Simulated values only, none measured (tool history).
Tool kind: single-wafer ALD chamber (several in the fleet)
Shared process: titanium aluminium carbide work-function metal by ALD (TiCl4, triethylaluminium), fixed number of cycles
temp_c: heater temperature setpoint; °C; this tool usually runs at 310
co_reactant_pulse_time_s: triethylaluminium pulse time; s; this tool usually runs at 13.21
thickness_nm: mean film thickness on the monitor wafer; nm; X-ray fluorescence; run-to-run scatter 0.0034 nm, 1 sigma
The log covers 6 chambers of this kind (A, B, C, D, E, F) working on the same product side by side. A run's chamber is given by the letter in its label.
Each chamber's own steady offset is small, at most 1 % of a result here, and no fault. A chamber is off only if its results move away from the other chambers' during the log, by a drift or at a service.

run	hour	temp_c	co_reactant_pulse_time_s	hours since the last thermocouple change	hours since the last triethylaluminium bottle change	read-back reference wafer on the same gauge, thickness_nm	thickness_nm
1C	3.0	310	13.21	2011.7	175.2	2.5400	2.1301
2A	7.6	310	13.21	597.2	296.2	2.5418	2.1406
3E	9.9	310	13.21	203.1	913.2	2.5408	2.1447
4B	12.7	310	13.21	1870.8	143.6	2.5427	2.1518
5D	16.0	310	13.21	2362.2	530.0	2.5417	2.1448
6F	18.2	310	13.21	1060.8	1156.9	2.5412	2.1408
7C	21.9	310	13.21	2030.6	194.1	2.5414	2.1395
8E	26.2	321	17.82	219.4	929.5	2.5427	2.2596
9A	29.2	321	17.82	618.8	317.8	2.5418	2.2655
10F	32.0	321	17.82	1074.6	1170.7	2.5431	2.2637
11B	34.5	321	17.82	1892.6	165.4	2.5441	2.2661
12D	38.5	321	17.82	2384.7	552.5	2.5442	2.2613
13A	41.2	321	17.82	630.8	329.8	2.5439	2.2645
14E	44.4	310	13.21	237.6	947.7	2.5457	2.1532
# hour 46.0: chamber F: triethylaluminium bottle replaced
15B	49.0	318	10.54	1907.1	179.9	2.5461	2.1877
16D	53.9	318	10.54	2400.1	567.9	2.5457	2.1859
17C	57.8	318	10.54	2066.5	230.0	2.5458	2.1823
18F	62.5	318	10.54	1105.1	16.6	2.5468	2.1791
19D	67.4	318	10.54	2413.6	581.4	2.5480	2.1877
20B	70.9	318	10.54	1929.0	201.8	2.5480	2.1868
21A	74.2	314	11.34	663.8	362.8	2.5477	2.1666
22F	76.8	314	11.34	1119.4	30.9	2.5480	2.1707
23C	81.6	314	11.34	2090.3	253.8	2.5496	2.1602
24E	86.0	314	11.34	279.2	989.3	2.5488	2.1590
25C	89.7	314	11.34	2098.4	261.9	2.5498	2.1556
26F	93.9	314	11.34	1136.5	48.0	2.5495	2.1624
27B	98.3	310	13.21	1956.4	229.2	2.5519	2.1516
28D	103.2	302	15.27	2449.4	617.2	2.5502	2.0922
29A	105.9	302	15.27	695.5	394.5	2.5505	2.0929
30E	108.4	302	15.27	301.6	1011.7	2.5519	2.0924
31C	112.9	302	15.27	2121.6	285.1	2.5519	2.0829
32D	117.8	302	15.27	2464.0	631.8	2.5522	2.0953
33B	121.4	302	15.27	1979.5	252.3	2.5534	2.0922
34F	126.4	310	13.21	1169.0	80.5	2.5526	2.1558
35E	131.1	299	17.18	324.3	1034.4	2.5537	2.0716
36A	134.0	299	17.18	723.6	422.6	2.5539	2.0721
37E	138.1	299	17.18	331.3	1041.4	2.5547	2.0672
38F	143.0	299	17.18	1185.6	97.1	2.5544	2.0741
39C	145.4	299	17.18	2154.1	317.6	2.5550	2.0703
40B	149.6	299	17.18	2007.7	280.5	2.5560	2.0760
41A	153.9	310	13.21	743.5	442.5	2.5570	2.1594
42D	156.1	304	10.05	2502.3	670.1	2.5565	2.0594

The same settings go to every chamber for the next run, one line per chamber below. Forecast the results for each:
43A	159.8	310	10.23				?
43B	159.8	310	10.23				?
43C	159.8	310	10.23				?
43D	159.8	310	10.23				?
43E	159.8	310	10.23				?
43F	159.8	310	10.23				?

run	thickness_nm
43A	2.1129
43B	2.1134
43C	2.1086
43D	2.1236
43E	2.1120
43F	2.1172
